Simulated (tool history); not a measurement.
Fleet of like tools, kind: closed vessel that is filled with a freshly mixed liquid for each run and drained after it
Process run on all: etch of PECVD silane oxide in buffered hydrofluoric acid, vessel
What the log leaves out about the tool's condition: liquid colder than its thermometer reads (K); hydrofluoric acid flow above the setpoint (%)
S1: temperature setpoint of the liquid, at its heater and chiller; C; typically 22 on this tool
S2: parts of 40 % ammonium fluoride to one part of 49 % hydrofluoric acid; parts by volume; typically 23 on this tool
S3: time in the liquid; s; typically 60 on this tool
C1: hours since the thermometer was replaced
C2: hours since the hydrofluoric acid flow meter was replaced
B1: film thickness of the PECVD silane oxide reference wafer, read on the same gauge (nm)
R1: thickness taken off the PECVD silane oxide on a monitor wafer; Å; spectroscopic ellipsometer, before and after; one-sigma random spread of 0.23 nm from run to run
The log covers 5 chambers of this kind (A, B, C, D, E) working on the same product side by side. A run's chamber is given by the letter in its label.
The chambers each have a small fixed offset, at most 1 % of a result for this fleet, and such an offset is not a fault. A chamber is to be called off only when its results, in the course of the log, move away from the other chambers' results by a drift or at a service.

run   hour    S1    S2  S3      C1      C2      B1      R1
 1B    5.9    22    23  60   430.1  1536.1   59.98  389.17
 2C   11.3    22    23  60  2010.6   799.2  60.009  392.02
 3A   14.9    22    23  60  2166.6   318.3  59.962  384.82
 4E   18.6    22    23  60  2870.5   381.5  59.973  390.21
 5D   22.6    22    23  60   135.9    86.8   59.99  389.96
 6D     27    22    23  60   140.3    91.2  60.001  391.43
 7A   30.8    22    23  60  2182.5   334.2  59.982  383.68
 8C   37.1    22    23  60  2036.4     825   60.01  388.79
 9B     41    22    23  60   465.2  1571.2  60.006  387.26
10E   47.3    22    23  60  2899.2   410.2  60.028  389.52
11A   51.4    22    18  90  2203.1   354.8  59.986  706.19
12B   58.4    22    18  90   482.6  1588.6  59.972     709
13D   65.4    22    18  90   178.7   129.6   59.97  716.25
14E     72    22    18  90  2923.9   434.9  60.044   703.6
15C   78.6    22    18  90  2077.9   866.5  59.978  712.98
16D   84.4    22    23  75   197.7   148.6   60.03  487.59
17A     90    22    23  75  2241.7   393.4  60.024  483.44
18E   94.1    22    23  75    2946     457  60.046  481.78
19B   98.5    22    23  75   522.7  1628.7  60.033   484.2
20C  103.5    22    23  75  2102.8   891.4  59.979  492.34
21D  107.2  18.5  26.5  60   220.5   171.4   59.99  291.59
22A  114.5  18.5  26.5  60  2266.2   417.9  60.023  283.65
23E  119.7  18.5  26.5  60  2971.6   482.6  59.985  291.87
     122.9  -- chamber E: thermometer replaced
24B  124.6  18.5  26.5  60   548.8  1654.8   59.98  289.37
25C  128.7  18.5  26.5  60    2128   916.6  59.995   297.6
26E  135.8    22    23  60      13   498.7  59.973  389.99
27C  143.3    22    23  60  2142.6   931.2  59.963   408.3
28D  147.4    22    23  60   260.7   211.6  60.027   388.4
29B  153.7    22    23  60   577.9  1683.9  60.025  390.74
30A  159.3    22    23  60    2311   462.7  59.995  383.11
31D  165.1    22    23  60   278.4   229.3  59.996  386.67
32A  171.2    22    23  60  2322.9   474.6   59.96  381.61

Next, all 5 chambers run the settings below, one line each with question marks for the results. What does each chamber give?
33A  176.6  22  23  60               ?
33B  176.6  22  23  60               ?
33C  176.6  22  23  60               ?
33D  176.6  22  23  60               ?
33E  176.6  22  23  60               ?

run      R1
33A  386.55
33B  385.42
33C  409.26
33D  391.05
33E  387.44
